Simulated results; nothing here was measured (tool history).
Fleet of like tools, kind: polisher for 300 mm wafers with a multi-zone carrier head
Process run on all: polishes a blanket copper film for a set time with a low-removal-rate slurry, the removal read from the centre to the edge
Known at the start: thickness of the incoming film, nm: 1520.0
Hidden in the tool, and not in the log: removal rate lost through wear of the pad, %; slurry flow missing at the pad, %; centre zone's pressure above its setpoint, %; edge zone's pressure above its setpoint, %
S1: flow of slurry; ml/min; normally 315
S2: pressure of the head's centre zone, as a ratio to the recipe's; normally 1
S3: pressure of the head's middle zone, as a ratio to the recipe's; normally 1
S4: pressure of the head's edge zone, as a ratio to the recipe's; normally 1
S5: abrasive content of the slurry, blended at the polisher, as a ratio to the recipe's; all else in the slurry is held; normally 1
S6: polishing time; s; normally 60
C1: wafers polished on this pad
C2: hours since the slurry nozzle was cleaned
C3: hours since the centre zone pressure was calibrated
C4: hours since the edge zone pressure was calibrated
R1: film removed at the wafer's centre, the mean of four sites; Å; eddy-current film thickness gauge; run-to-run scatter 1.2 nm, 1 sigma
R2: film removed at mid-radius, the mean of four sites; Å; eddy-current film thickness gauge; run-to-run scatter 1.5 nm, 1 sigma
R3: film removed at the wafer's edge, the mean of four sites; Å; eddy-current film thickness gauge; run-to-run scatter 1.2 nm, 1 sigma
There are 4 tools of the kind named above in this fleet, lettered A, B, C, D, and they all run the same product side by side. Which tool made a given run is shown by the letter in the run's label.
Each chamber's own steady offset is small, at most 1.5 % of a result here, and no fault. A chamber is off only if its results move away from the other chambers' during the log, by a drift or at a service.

Run 1C, hour 4.3: usual settings; C1 893; C2 313.7; C3 391.7; C4 465.2. Result: R1 1437.9 Å, R2 1394.5 Å, R3 1455 Å.
Run 2A, hour 6.7: usual settings; C1 450; C2 146.5; C3 1237.3; C4 542.7. Result: R1 1456.1 Å, R2 1403.3 Å, R3 1464.3 Å.
Run 3B, hour 9.2: usual settings; C1 93; C2 51.3; C3 758.3; C4 1400. Result: R1 1433.4 Å, R2 1422.8 Å, R3 1435.6 Å.
Run 4D, hour 13.6: usual settings; C1 696; C2 821.1; C3 287.3; C4 321.7. Result: R1 1435.9 Å, R2 1456.4 Å, R3 1426.2 Å.
At hour 15.8: chamber D: worn pad replaced by a new one.
Run 5C, hour 16.1: usual settings; C1 976; C2 325.5; C3 403.5; C4 477. Result: R1 1422.5 Å, R2 1451 Å, R3 1433.5 Å.
Run 6D, hour 19: usual settings; C1 22; C2 826.5; C3 292.7; C4 327.1. Result: R1 1462.8 Å, R2 1442.2 Å, R3 1445.3 Å.
At hour 19.3: chamber A: worn pad replaced by a new one.
Run 7A, hour 21.3: usual settings; C1 14; C2 161.1; C3 1251.9; C4 557.3. Result: R1 1456.7 Å, R2 1405 Å, R3 1448.1 Å.
Run 8B, hour 25.7: usual settings; C1 209; C2 67.8; C3 774.8; C4 1416.5. Result: R1 1431.4 Å, R2 1425.1 Å, R3 1440.6 Å.
Run 9A, hour 29.7: usual settings; C1 73; C2 169.5; C3 1260.3; C4 565.7. Result: R1 1459.7 Å, R2 1429.5 Å, R3 1447.1 Å.
At hour 34.2: chamber D: slurry nozzle cleaned.
At hour 34.2: chamber A: centre zone pressure recalibrated.
Run 10B, hour 34.6: usual settings; C1 272; C2 76.7; C3 783.7; C4 1425.4. Result: R1 1427.4 Å, R2 1409.8 Å, R3 1427.7 Å.
Run 11D, hour 37.1: usual settings; C1 149; C2 3; C3 310.8; C4 345.2. Result: R1 1473 Å, R2 1440.5 Å, R3 1438.7 Å.
At hour 38.4: chamber C: edge zone pressure recalibrated.
Run 12C, hour 39.3: usual settings; C1 1138; C2 348.7; C3 426.7; C4 1. Result: R1 1425.8 Å, R2 1430.4 Å, R3 1443.7 Å.
Run 13B, hour 42.7: usual settings; C1 329; C2 84.8; C3 791.8; C4 1433.5. Result: R1 1425.2 Å, R2 1445.5 Å, R3 1438.9 Å.
Run 14C, hour 47.8: usual settings; C1 1198; C2 357.2; C3 435.2; C4 9.5. Result: R1 1452 Å, R2 1422.3 Å, R3 1447.6 Å.
Run 15D, hour 52.8: usual settings; C1 259; C2 18.7; C3 326.5; C4 360.9. Result: R1 1465.4 Å, R2 1453.7 Å, R3 1437.5 Å.
Run 16A, hour 57.2: usual settings; C1 266; C2 197; C3 23; C4 593.2. Result: R1 1534.5 Å, R2 1405.6 Å, R3 1440.2 Å.
Run 17A, hour 60.2: usual settings; C1 287; C2 200; C3 26; C4 596.2. Result: R1 1531.2 Å, R2 1419.3 Å, R3 1461 Å.
Run 18B, hour 63.3: usual settings; C1 473; C2 105.4; C3 812.4; C4 1454.1. Result: R1 1416.3 Å, R2 1447.2 Å, R3 1454 Å.
Run 19C, hour 65.8: usual settings; C1 1324; C2 375.2; C3 453.2; C4 27.5. Result: R1 1441.3 Å, R2 1423.6 Å, R3 1451.2 Å.
Run 20D, hour 68.5: usual settings; C1 370; C2 34.4; C3 342.2; C4 376.6. Result: R1 1446.7 Å, R2 1442.4 Å, R3 1440.2 Å.
At hour 68.8: chamber C: worn pad replaced by a new one.
Run 21A, hour 72.1: usual settings but S3 0.89, S4 1.12; C1 370; C2 211.9; C3 37.9; C4 608.1. Result: R1 1562.6 Å, R2 1275.5 Å, R3 1527.7 Å.
Run 22D, hour 75.7: usual settings but S3 0.89, S4 1.12; C1 420; C2 41.6; C3 349.4; C4 383.8. Result: R1 1445.7 Å, R2 1300.7 Å, R3 1543.4 Å.
Run 23B, hour 78.1: usual settings but S3 0.89, S4 1.12; C1 577; C2 120.2; C3 827.2; C4 1468.9. Result: R1 1430.9 Å, R2 1293.5 Å, R3 1544.6 Å.
At hour 82.1: chamber B: edge zone pressure recalibrated.
Run 24C, hour 82.5: usual settings but S3 0.89, S4 1.12; C1 96; C2 391.9; C3 469.9; C4 44.2. Result: R1 1417.6 Å, R2 1314.2 Å, R3 1533.4 Å.
At hour 84: chamber D: edge zone pressure recalibrated.
Run 25B, hour 86.5: usual settings; C1 636; C2 128.6; C3 835.6; C4 4.4. Result: R1 1414 Å, R2 1433.5 Å, R3 1451.1 Å.
Run 26A, hour 89.8: usual settings; C1 494; C2 229.6; C3 55.6; C4 625.8. Result: R1 1539.8 Å, R2 1449 Å, R3 1444.4 Å.
Run 27D, hour 94: usual settings but S2 0.92, S5 1.3; C1 549; C2 59.9; C3 367.7; C4 10.1. Result: R1 1397.7 Å, R2 1543.7 Å, R3 1531.8 Å.
Run 28C, hour 96.3: usual settings but S2 0.92, S5 1.3; C1 193; C2 405.7; C3 483.7; C4 58. Result: R1 1398.6 Å, R2 1539.6 Å, R3 1566.5 Å.
Run 29B, hour 98.8: usual settings but S2 0.92, S5 1.3; C1 722; C2 140.9; C3 847.9; C4 16.7. Result: R1 1396.1 Å, R2 1542.1 Å, R3 1518.8 Å.
Run 30A, hour 103.1: usual settings but S2 0.92, S5 1.3; C1 588; C2 242.9; C3 68.9; C4 639.1. Result: R1 1489.9 Å, R2 1511.6 Å, R3 1536 Å.
Run 31D, hour 107: usual settings but S1 245 ml/min; C1 640; C2 72.9; C3 380.7; C4 23.1. Result: R1 1410.7 Å, R2 1408.7 Å, R3 1397.2 Å.
Run 32C, hour 111.2: usual settings but S1 245 ml/min; C1 297; C2 420.6; C3 498.6; C4 72.9. Result: R1 1419.4 Å, R2 1391.5 Å, R3 1420 Å.
Run 33C, hour 113.5: usual settings but S1 245 ml/min; C1 313; C2 422.9; C3 500.9; C4 75.2. Result: R1 1379.4 Å, R2 1380.7 Å, R3 1408 Å.

One chamber off, gauge drift, or nothing amiss beyond the chambers' own small offsets? If it is a chamber, which one, and what is the likeliest cause?

The work done on chamber A during a service left it standing apart from the others.
Most likely cause: centre zone's pressure above its setpoint, % = 5.34.

Chamber A could run next with any of the 4 candidate recipes listed below; each alters the usual settings, and their results appear as question marks. Which one brings its results back in line with what the other chambers deliver on the usual settings?
A result is in line if it is within this distance of the other chambers' mean on the usual settings: R1 40 Å; R2 52 Å; R3 42 Å
Run 34A-1, hour 117.1: usual settings but S2 1.02, S3 0.99, S4 0.99. Result: R1 ?, R2 ?, R3 ?.
Run 34A-2, hour 117.1: usual settings but S2 0.98, S3 1.01, S4 1.01. Result: R1 ?, R2 ?, R3 ?.
Run 34A-3, hour 117.1: usual settings but S1 310 ml/min, S2 0.95, S3 1.01, S4 1.02, S6 59 s. Result: R1 ?, R2 ?, R3 ?.
Run 34A-4, hour 117.1: usual settings but S1 320 ml/min, S2 1.06, S3 0.98, S4 0.98, S6 61 s. Result: R1 ?, R2 ?, R3 ?.

What the other chambers average on the usual settings: R1 1437.1 Å; R2 1437.5 Å; R3 1439.8 Å
  run      R1      R2      R3
34A-1  1583.7  1406.6  1435.1
34A-2  1515.4  1433.4  1449.7
34A-3  1437.1  1407.6  1431.3
34A-4  1682.4  1418.4  1453.2
The answer is 34A-3, which returns the chamber to within the allowed miss of the others.
